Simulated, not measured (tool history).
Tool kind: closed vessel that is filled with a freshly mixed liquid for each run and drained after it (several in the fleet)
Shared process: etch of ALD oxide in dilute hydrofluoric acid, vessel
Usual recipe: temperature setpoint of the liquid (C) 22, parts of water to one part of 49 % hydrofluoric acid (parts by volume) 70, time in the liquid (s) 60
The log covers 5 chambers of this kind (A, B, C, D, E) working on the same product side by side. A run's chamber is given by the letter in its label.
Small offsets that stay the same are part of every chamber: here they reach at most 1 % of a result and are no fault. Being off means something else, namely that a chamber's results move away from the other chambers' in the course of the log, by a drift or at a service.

| run | hour | temperature setpoint of the liquid (C) | parts of water to one part of 49 % hydrofluoric acid (parts by volume) | time in the liquid (s) | hours since the thermometer was replaced | hours since the hydrofluoric acid flow meter was replaced | read-back film thickness of the ALD oxide reference wafer, read on the same gauge (nm) | thickness taken off the ALD oxide on a monitor wafer (nm) |
|---|---|---|---|---|---|---|---|---|
| 1B | 3.8 | 22 | 70 | 60 | 1955.7 | 1535.4 | 80.025 | 8.2775 |
| 2E | 6.5 | 22 | 70 | 60 | 462.9 | 1385.2 | 80.039 | 8.1568 |
| 3C | 11.4 | 22 | 70 | 60 | 1560.6 | 687.3 | 80.041 | 8.0669 |
| 4A | 13.9 | 22 | 70 | 60 | 119.3 | 281.9 | 80 | 8.3355 |
| 5D | 17.4 | 22 | 70 | 60 | 881.5 | 300.6 | 80.004 | 8.1799 |
| 6D | 21.3 | 22 | 70 | 60 | 885.4 | 304.5 | 80.001 | 8.1688 |
| 7C | 26.8 | 22 | 70 | 60 | 1576 | 702.7 | 80.001 | 8.2042 |
| 8A | 31 | 22 | 70 | 60 | 136.4 | 299 | 80.047 | 8.1052 |
| 9E | 35 | 22 | 70 | 60 | 491.4 | 1413.7 | 79.977 | 8.223 |
| 10B | 40 | 22 | 70 | 60 | 1991.9 | 1571.6 | 80.038 | 8.2601 |
| 11C | 43.3 | 22 | 70 | 60 | 1592.5 | 719.2 | 80.013 | 8.2064 |
| 12B | 47 | 22 | 70 | 60 | 1998.9 | 1578.6 | 80.039 | 8.2918 |
|  | 49.1 | chamber B: hydrofluoric acid flow meter replaced |
| 13D | 52 | 22 | 70 | 60 | 916.1 | 335.2 | 79.966 | 8.3362 |
| 14A | 57.1 | 22 | 70 | 60 | 162.5 | 325.1 | 79.974 | 8.2038 |
| 15E | 61.4 | 22 | 70 | 60 | 517.8 | 1440.1 | 80.001 | 8.229 |
|  | 64.3 | chamber E: thermometer replaced |
| 16D | 64.7 | 22 | 70 | 60 | 928.8 | 347.9 | 79.97 | 8.1523 |
| 17C | 69.5 | 22 | 70 | 60 | 1618.7 | 745.4 | 80.021 | 8.2125 |
| 18A | 72.7 | 22 | 70 | 60 | 178.1 | 340.7 | 80.004 | 8.0535 |
| 19E | 78.1 | 22 | 100 | 60 | 13.9 | 1456.8 | 79.996 | 5.6254 |
| 20B | 83.6 | 22 | 100 | 60 | 2035.5 | 34.6 | 80.031 | 5.6325 |
| 21C | 88.5 | 22 | 100 | 60 | 1637.7 | 764.4 | 79.995 | 5.5801 |
| 22B | 93.3 | 22 | 100 | 60 | 2045.2 | 44.3 | 80.029 | 5.7055 |
| 23A | 96 | 22 | 100 | 60 | 201.4 | 364 | 80.009 | 5.5866 |
| 24E | 101.5 | 22 | 70 | 60 | 37.3 | 1480.2 | 80.037 | 8.2119 |
| 25D | 106.6 | 22 | 70 | 60 | 970.7 | 389.8 | 80.02 | 8.4822 |
| 26C | 111.9 | 22 | 70 | 60 | 1661.1 | 787.8 | 80.017 | 8.2734 |
| 27B | 115.3 | 19.5 | 105 | 60 | 2067.2 | 66.3 | 80.012 | 4.6869 |
| 28D | 119.2 | 19.5 | 105 | 60 | 983.3 | 402.4 | 80.006 | 4.8488 |
| 29E | 124.6 | 19.5 | 105 | 60 | 60.4 | 1503.3 | 80.015 | 4.7946 |
| 30A | 129.7 | 19.5 | 105 | 60 | 235.1 | 397.7 | 80.037 | 4.7201 |
| 31D | 135.2 | 19.5 | 105 | 60 | 999.3 | 418.4 | 80.002 | 4.9852 |
| 32A | 137.9 | 22 | 70 | 60 | 243.3 | 405.9 | 80.012 | 8.0909 |
| 33B | 142.6 | 22 | 70 | 60 | 2094.5 | 93.6 | 80.021 | 8.3148 |
| 34C | 147 | 22 | 70 | 60 | 1696.2 | 822.9 | 79.983 | 8.2121 |
| 35E | 151.1 | 22 | 70 | 60 | 86.9 | 1529.8 | 79.999 | 8.2074 |
| 36B | 155.4 | 22 | 70 | 60 | 2107.3 | 106.4 | 80.004 | 8.2707 |
| 37A | 160.4 | 22 | 70 | 60 | 265.8 | 428.4 | 79.985 | 8.1859 |

What goes on in this fleet: one chamber off, a drifting gauge, or nothing beyond the chambers' own small offsets? Name the chamber and the cause, if any.

Little by little, chamber D moves away from the other chambers.
Likeliest cause: hydrofluoric acid flow above the setpoint (%) = 5.58.
The log may not tell that from: liquid hotter than its thermometer reads (K).

Here are 4 candidates for chamber D's next run, each the usual settings with a change, their results left as question marks. Which one brings its results back in line with what the others give on the usual settings?
Maximum distance from the other chambers' mean on the usual settings for a result to count as in line: thickness taken off the ALD oxide on a monitor wafer (nm) 0.26
| 38D-1 | 164.5 | 19 | 70 | 60 |  |  |  | ? |
| 38D-2 | 164.5 | 20.5 | 70 | 60 |  |  |  | ? |
| 38D-3 | 164.5 | 25 | 70 | 60 |  |  |  | ? |
| 38D-4 | 164.5 | 23.5 | 70 | 60 |  |  |  | ? |

Other chambers, usual settings, mean: thickness taken off the ALD oxide on a monitor wafer (nm) 8.202
| run | thickness taken off the ALD oxide on a monitor wafer (nm) |
|---|---|
| 38D-1 | 7.6237 |
| 38D-2 | 8.1205 |
| 38D-3 | 9.7684 |
| 38D-4 | 9.192 |
38D-2 brings the chamber back in line.
